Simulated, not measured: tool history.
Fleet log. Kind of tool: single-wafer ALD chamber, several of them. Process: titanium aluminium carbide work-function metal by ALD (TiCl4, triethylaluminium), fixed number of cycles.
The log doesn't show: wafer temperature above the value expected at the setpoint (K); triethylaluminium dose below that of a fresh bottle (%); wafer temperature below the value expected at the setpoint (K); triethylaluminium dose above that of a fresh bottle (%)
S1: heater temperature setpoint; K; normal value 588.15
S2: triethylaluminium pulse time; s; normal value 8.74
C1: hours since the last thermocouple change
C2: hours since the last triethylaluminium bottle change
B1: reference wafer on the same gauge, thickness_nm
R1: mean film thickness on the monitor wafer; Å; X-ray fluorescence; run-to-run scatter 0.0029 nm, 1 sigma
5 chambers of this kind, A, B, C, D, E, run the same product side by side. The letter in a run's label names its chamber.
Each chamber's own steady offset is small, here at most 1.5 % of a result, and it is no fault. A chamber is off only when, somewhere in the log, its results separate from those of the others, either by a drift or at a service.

Run 1C, hour 3.5: usual settings; C1 655.2; C2 1076.3; B1 2.4703. Result: R1 20.775 Å.
Run 2A, hour 8.2: usual settings; C1 154.9; C2 1246.3; B1 2.4691. Result: R1 20.894 Å.
Run 3D, hour 14.8: usual settings; C1 186.8; C2 42.8; B1 2.4696. Result: R1 20.888 Å.
Run 4B, hour 22.1: usual settings; C1 877.0; C2 1733.2; B1 2.4688. Result: R1 20.820 Å.
Run 5E, hour 27.6: usual settings; C1 561.3; C2 159.1; B1 2.4681. Result: R1 21.129 Å.
Run 6E, hour 32.0: usual settings; C1 565.7; C2 163.5; B1 2.4670. Result: R1 21.178 Å.
Run 7D, hour 35.5: usual settings; C1 207.5; C2 63.5; B1 2.4674. Result: R1 20.797 Å.
Run 8B, hour 42.6: usual settings; C1 897.5; C2 1753.7; B1 2.4673. Result: R1 20.768 Å.
Run 9A, hour 50.3: usual settings; C1 197.0; C2 1288.4; B1 2.4669. Result: R1 20.840 Å.
Run 10C, hour 54.2: usual settings; C1 705.9; C2 1127.0; B1 2.4666. Result: R1 20.840 Å.
Run 11B, hour 60.1: usual settings; C1 915.0; C2 1771.2; B1 2.4665. Result: R1 20.744 Å.
Run 12D, hour 65.6: usual settings; C1 237.6; C2 93.6; B1 2.4656. Result: R1 20.831 Å.
Run 13C, hour 72.2: usual settings; C1 723.9; C2 1145.0; B1 2.4655. Result: R1 20.792 Å.
Run 14A, hour 78.9: usual settings; C1 225.6; C2 1317.0; B1 2.4652. Result: R1 20.806 Å.
Run 15E, hour 86.0: usual settings but S1 594.15 K; C1 619.7; C2 217.5; B1 2.4645. Result: R1 21.706 Å.
Run 16E, hour 89.3: usual settings but S1 594.15 K; C1 623.0; C2 220.8; B1 2.4641. Result: R1 21.707 Å.
Run 17A, hour 95.3: usual settings but S1 594.15 K; C1 242.0; C2 1333.4; B1 2.4639. Result: R1 21.268 Å.
Run 18B, hour 102.4: usual settings but S1 594.15 K; C1 957.3; C2 1813.5; B1 2.4643. Result: R1 21.282 Å.
Run 19C, hour 108.8: usual settings but S1 594.15 K; C1 760.5; C2 1181.6; B1 2.4632. Result: R1 21.267 Å.
Run 20D, hour 116.3: usual settings; C1 288.3; C2 144.3; B1 2.4626. Result: R1 20.825 Å.
At hour 116.4: chamber C: triethylaluminium bottle replaced.
Run 21B, hour 122.6: usual settings; C1 977.5; C2 1833.7; B1 2.4614. Result: R1 20.740 Å.
Run 22E, hour 130.0: usual settings; C1 663.7; C2 261.5; B1 2.4622. Result: R1 21.143 Å.
Run 23A, hour 136.8: usual settings; C1 283.5; C2 1374.9; B1 2.4611. Result: R1 20.764 Å.
Run 24D, hour 141.1: usual settings; C1 313.1; C2 169.1; B1 2.4607. Result: R1 20.794 Å.
Run 25C, hour 145.9: usual settings; C1 797.6; C2 29.5; B1 2.4606. Result: R1 20.779 Å.
Run 26B, hour 150.9: usual settings; C1 1005.8; C2 1862.0; B1 2.4609. Result: R1 20.765 Å.
Run 27E, hour 157.3: usual settings; C1 691.0; C2 288.8; B1 2.4598. Result: R1 21.093 Å.
Run 28D, hour 161.7: usual settings; C1 333.7; C2 189.7; B1 2.4600. Result: R1 20.776 Å.
Run 29A, hour 169.0: usual settings; C1 315.7; C2 1407.1; B1 2.4596. Result: R1 20.767 Å.
Run 30C, hour 173.0: usual settings; C1 824.7; C2 56.6; B1 2.4590. Result: R1 20.747 Å.
Run 31D, hour 177.5: usual settings; C1 349.5; C2 205.5; B1 2.4597. Result: R1 20.763 Å.
Run 32A, hour 184.0: usual settings; C1 330.7; C2 1422.1; B1 2.4592. Result: R1 20.739 Å.
Run 33E, hour 191.4: usual settings; C1 725.1; C2 322.9; B1 2.4586. Result: R1 21.135 Å.
Run 34B, hour 196.0: usual settings; C1 1050.9; C2 1907.1; B1 2.4569. Result: R1 20.719 Å.
Run 35C, hour 200.4: usual settings; C1 852.1; C2 84.0; B1 2.4579. Result: R1 20.806 Å.
Run 36B, hour 205.7: usual settings; C1 1060.6; C2 1916.8; B1 2.4571. Result: R1 20.715 Å.
Run 37D, hour 211.4: usual settings; C1 383.4; C2 239.4; B1 2.4564. Result: R1 20.787 Å.
Run 38C, hour 217.9: usual settings; C1 869.6; C2 101.5; B1 2.4559. Result: R1 20.763 Å.

Is one chamber off against the others, does the gauge drift, or is nothing wrong? If a chamber is off, say which, and what the likeliest cause is.

It is the gauge, not a chamber: its drift shows up in every chamber's results at once, and no chamber is off.
Likeliest cause: gauge reads low (%) = 0.567.
